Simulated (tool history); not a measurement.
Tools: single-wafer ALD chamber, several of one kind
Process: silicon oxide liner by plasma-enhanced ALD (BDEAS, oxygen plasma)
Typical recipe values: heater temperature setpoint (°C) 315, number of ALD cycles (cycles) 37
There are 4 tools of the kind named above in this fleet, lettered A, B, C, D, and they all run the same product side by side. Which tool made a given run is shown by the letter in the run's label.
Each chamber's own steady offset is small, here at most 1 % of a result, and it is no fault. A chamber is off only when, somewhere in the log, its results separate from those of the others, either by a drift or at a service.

run,hour,heater temperature setpoint (°C),number of ALD cycles (cycles),hours since the last thermocouple change,"read-back reference wafer on the same gauge, thickness_nm",mean film thickness on the monitor wafer (Å)
1A,3.4,315,37,730.2,3.3287,33.492
2B,7,315,37,388.7,3.3292,33.716
3C,11.6,315,37,758.7,3.3296,33.432
4D,17.2,315,37,263.5,3.3283,33.493
5A,23.3,315,37,750.1,3.3283,33.405
6B,27.2,315,37,408.9,3.3263,33.73
7D,33.9,315,37,280.2,3.3263,33.467
8C,40,315,37,787.1,3.327,33.494
9B,46,315,37,427.7,3.3253,33.749
10A,49.4,309,41,776.2,3.3246,37.341
11C,55.7,309,41,802.8,3.3235,37.366
12D,62.6,309,41,308.9,3.3224,37.473
13C,66.9,309,41,814,3.3241,37.353
14D,70.4,315,34,316.7,3.3224,30.815
15B,76.4,315,34,458.1,3.3219,30.973
16A,80.3,315,34,807.1,3.3228,30.698
17A,84.1,315,34,810.9,3.3208,30.694
18D,91.3,315,37,337.6,3.3206,33.434
19C,95.7,306,32,842.8,3.3202,29.276
20B,102.9,306,32,484.6,3.3196,29.396
21B,106,306,32,487.7,3.3197,29.377
22D,111.8,306,32,358.1,3.3181,29.309
# hour 113.7: chamber A: thermocouple changed; heater temperature recalibrated
23C,117.8,315,37,864.9,3.3175,33.358
24A,123.1,315,37,9.4,3.3166,33.289
25B,129.1,315,37,510.8,3.3169,33.509
26D,133.9,315,37,380.2,3.3171,33.359
27C,138.9,315,37,886,3.3164,33.385
28A,144,315,37,30.3,3.3159,33.297
29B,150.3,315,37,532,3.3145,33.605
30D,154.9,315,37,401.2,3.3138,33.386
31A,161.1,315,37,47.4,3.3133,33.306
32C,167.5,315,37,914.6,3.3133,33.266

For the next run the whole fleet of 4 chambers uses the same settings. Give each chamber's results:
33A,172.7,315,37,,,?
33B,172.7,315,37,,,?
33C,172.7,315,37,,,?
33D,172.7,315,37,,,?

run,mean film thickness on the monitor wafer (Å)
33A,33.242
33B,33.542
33C,33.306
33D,33.299

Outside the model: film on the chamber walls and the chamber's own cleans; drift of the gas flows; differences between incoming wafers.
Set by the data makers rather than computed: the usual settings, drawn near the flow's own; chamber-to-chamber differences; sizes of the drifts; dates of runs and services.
